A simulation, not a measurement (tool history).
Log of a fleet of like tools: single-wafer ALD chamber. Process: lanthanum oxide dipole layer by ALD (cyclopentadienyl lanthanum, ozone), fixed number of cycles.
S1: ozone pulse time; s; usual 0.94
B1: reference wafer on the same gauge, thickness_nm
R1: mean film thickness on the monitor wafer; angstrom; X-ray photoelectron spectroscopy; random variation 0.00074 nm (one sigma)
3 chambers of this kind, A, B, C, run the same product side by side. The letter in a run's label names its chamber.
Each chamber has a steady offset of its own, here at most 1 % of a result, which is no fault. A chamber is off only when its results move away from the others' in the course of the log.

run	day	S1	B1	R1
1C	0.508	0.94	0.56118	4.9202
2A	1.004	0.94	0.56125	4.8774
3B	1.596	0.94	0.56154	4.8811
4C	1.904	0.94	0.56163	4.9290
5B	2.358	0.94	0.56182	4.8882
6A	2.729	0.94	0.56172	4.8770
7C	3.321	0.94	0.56184	4.9335
8A	3.729	0.94	0.56210	4.8719
9B	4.346	0.94	0.56206	4.9046
10A	4.717	0.94	0.56229	4.8938
11C	4.992	0.94	0.56245	4.9398
12B	5.271	0.94	0.56225	4.8782
13B	5.729	0.64	0.56274	4.1821
14C	5.996	0.64	0.56266	4.2298
15A	6.571	0.64	0.56271	4.1355
16C	6.988	0.64	0.56293	4.2197
17B	7.496	0.64	0.56302	4.1853
18A	7.950	0.64	0.56311	4.1407
19C	8.508	0.94	0.56341	4.9387
20B	8.783	0.94	0.56379	4.9092
# day 9.058: chamber B: thermocouple changed; heater temperature recalibrated
21A	9.062	0.94	0.56331	4.8739
22A	9.562	0.94	0.56399	4.9080
23C	10.100	1.20	0.56400	5.3126
24B	10.608	1.20	0.56431	5.2719
25A	10.958	1.20	0.56396	5.2476
26B	11.371	0.94	0.56417	4.9130
27C	11.700	0.94	0.56430	4.9440
28C	12.092	0.94	0.56416	4.9444

Next, every chamber runs the same settings. What will each give?
29A	12.538	0.94		?
29B	12.538	0.94		?
29C	12.538	0.94		?

run	R1
29A	4.9045
29B	4.9220
29C	4.9667

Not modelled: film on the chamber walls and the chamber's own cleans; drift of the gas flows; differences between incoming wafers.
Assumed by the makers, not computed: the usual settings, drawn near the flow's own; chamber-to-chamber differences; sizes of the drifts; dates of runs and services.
